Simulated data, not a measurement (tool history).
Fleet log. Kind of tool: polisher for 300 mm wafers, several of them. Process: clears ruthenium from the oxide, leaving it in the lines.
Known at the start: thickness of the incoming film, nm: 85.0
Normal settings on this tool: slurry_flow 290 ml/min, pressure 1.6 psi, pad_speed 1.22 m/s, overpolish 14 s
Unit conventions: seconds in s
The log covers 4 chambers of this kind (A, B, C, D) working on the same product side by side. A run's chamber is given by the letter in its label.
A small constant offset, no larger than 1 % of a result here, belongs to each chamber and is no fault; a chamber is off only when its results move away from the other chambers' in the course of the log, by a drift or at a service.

| run | day | slurry_flow | pressure | pad_speed | overpolish | wafers polished on this pad | hours since the slurry nozzle was cleaned | hours since the head pressure was calibrated | seconds |
|---|---|---|---|---|---|---|---|---|---|
| 1B | 0.296 | 290 | 1.6 | 1.22 | 14 | 240 | 88.7 | 188.9 | 64.618 |
| 2D | 0.517 | 290 | 1.6 | 1.22 | 14 | 701 | 146.8 | 510.3 | 63.334 |
| 3C | 0.738 | 290 | 1.6 | 1.22 | 14 | 680 | 490.8 | 640.9 | 65.734 |
| 4A | 0.892 | 290 | 1.6 | 1.22 | 14 | 404 | 477.9 | 317.4 | 64.498 |
| 5D | 1.100 | 290 | 1.1 | 1.22 | 8 | 804 | 160.8 | 524.3 | 93.786 |
| 6C | 1.354 | 290 | 1.1 | 1.22 | 8 | 789 | 505.6 | 655.7 | 94.146 |
|  | 1.467 | chamber C: worn pad replaced by a new one |
| 7B | 1.625 | 290 | 1.1 | 1.22 | 8 | 475 | 120.6 | 220.8 | 93.126 |
| 8A | 1.862 | 290 | 1.1 | 1.22 | 8 | 576 | 501.2 | 340.7 | 94.798 |
| 9C | 2.100 | 290 | 1.6 | 1.22 | 14 | 112 | 523.5 | 673.6 | 64.452 |
| 10B | 2.358 | 290 | 1.6 | 1.22 | 14 | 605 | 138.2 | 238.4 | 65.080 |
|  | 2.483 | chamber A: worn pad replaced by a new one |
| 11A | 2.608 | 290 | 2.1 | 1.22 | 14 | 22 | 519.1 | 358.6 | 49.260 |
| 12D | 2.788 | 290 | 2.1 | 1.22 | 14 | 1103 | 201.3 | 564.8 | 47.760 |
| 13D | 2.967 | 290 | 2.1 | 1.22 | 14 | 1135 | 205.6 | 569.1 | 47.622 |
| 14A | 3.154 | 290 | 2.1 | 1.22 | 14 | 119 | 532.2 | 371.7 | 49.407 |
| 15B | 3.296 | 290 | 1.6 | 1.22 | 14 | 771 | 160.7 | 260.9 | 65.339 |
| 16C | 3.596 | 290 | 1.6 | 1.22 | 14 | 377 | 559.4 | 709.5 | 64.239 |
|  | 3.642 | chamber B: worn pad replaced by a new one |
| 17C | 3.775 | 290 | 1.6 | 1.22 | 14 | 409 | 563.7 | 713.8 | 63.824 |
|  | 3.842 | chamber D: worn pad replaced by a new one |
| 18D | 4.008 | 290 | 1.6 | 1.22 | 14 | 29 | 230.6 | 594.1 | 63.562 |
| 19B | 4.179 | 290 | 1.6 | 1.22 | 14 | 95 | 181.9 | 282.1 | 63.822 |
| 20A | 4.338 | 290 | 1.6 | 1.22 | 14 | 328 | 560.6 | 400.1 | 65.038 |
| 21A | 4.588 | 290 | 1.6 | 1.22 | 14 | 373 | 566.6 | 406.1 | 65.263 |
| 22C | 4.746 | 290 | 1.6 | 1.22 | 14 | 581 | 587.0 | 737.1 | 65.482 |
| 23B | 5.021 | 290 | 1.6 | 1.22 | 14 | 244 | 202.1 | 302.3 | 64.586 |
| 24D | 5.246 | 290 | 1.6 | 1.22 | 14 | 249 | 260.3 | 623.8 | 63.736 |
| 25C | 5.400 | 290 | 1.6 | 1.22 | 14 | 697 | 602.7 | 752.8 | 64.767 |
|  | 5.567 | chamber D: slurry nozzle cleaned |
| 26B | 5.633 | 290 | 1.6 | 1.22 | 14 | 353 | 216.8 | 317.0 | 63.881 |
| 27D | 5.858 | 290 | 1.9 | 0.84 | 14 | 357 | 7.1 | 638.5 | 77.917 |
|  | 5.892 | chamber A: worn pad replaced by a new one |
|  | 5.942 | chamber C: worn pad replaced by a new one |
| 28A | 6.017 | 290 | 1.9 | 0.84 | 14 | 22 | 600.9 | 440.4 | 78.786 |
|  | 6.283 | chamber A: head pressure recalibrated |
| 29A | 6.308 | 290 | 1.9 | 0.84 | 14 | 74 | 607.9 | 0.7 | 78.679 |
| 30C | 6.542 | 290 | 1.9 | 0.84 | 14 | 106 | 630.1 | 780.2 | 76.647 |
| 31D | 6.762 | 290 | 1.6 | 1.22 | 14 | 517 | 28.8 | 660.2 | 64.183 |
| 32B | 6.933 | 290 | 1.6 | 1.22 | 14 | 583 | 248.0 | 348.2 | 63.613 |
| 33D | 7.208 | 290 | 1.6 | 1.22 | 14 | 596 | 39.5 | 670.9 | 64.023 |
| 34A | 7.454 | 290 | 1.6 | 1.22 | 14 | 277 | 635.4 | 28.2 | 63.855 |
|  | 7.642 | chamber B: worn pad replaced by a new one |
| 35B | 7.704 | 290 | 1.6 | 1.22 | 14 | 11 | 266.5 | 366.7 | 61.272 |
| 36C | 7.971 | 290 | 1.6 | 1.22 | 14 | 359 | 664.4 | 814.5 | 64.072 |
| 37B | 8.183 | 290 | 1.6 | 1.22 | 14 | 96 | 278.0 | 378.2 | 61.919 |
| 38A | 8.479 | 290 | 1.6 | 1.22 | 14 | 458 | 660.0 | 52.8 | 64.517 |
| 39D | 8.754 | 290 | 1.6 | 1.22 | 14 | 870 | 76.6 | 708.0 | 64.878 |
| 40C | 9.050 | 290 | 1.6 | 1.22 | 14 | 551 | 690.3 | 840.4 | 64.974 |
| 41B | 9.292 | 245 | 1.6 | 1.22 | 19 | 292 | 304.6 | 404.8 | 62.754 |
|  | 9.417 | chamber A: worn pad replaced by a new one |
| 42A | 9.525 | 245 | 1.6 | 1.22 | 19 | 19 | 685.1 | 77.9 | 65.960 |

For the next run the whole fleet of 4 chambers uses the same settings. Give each chamber's results:
| 43A | 9.742 | 290 | 1.6 | 1.22 | 14 |  |  |  | ? |
| 43B | 9.742 | 290 | 1.6 | 1.22 | 14 |  |  |  | ? |
| 43C | 9.742 | 290 | 1.6 | 1.22 | 14 |  |  |  | ? |
| 43D | 9.742 | 290 | 1.6 | 1.22 | 14 |  |  |  | ? |

| run | seconds |
|---|---|
| 43A | 64.537 |
| 43B | 61.769 |
| 43C | 64.577 |
| 43D | 64.272 |
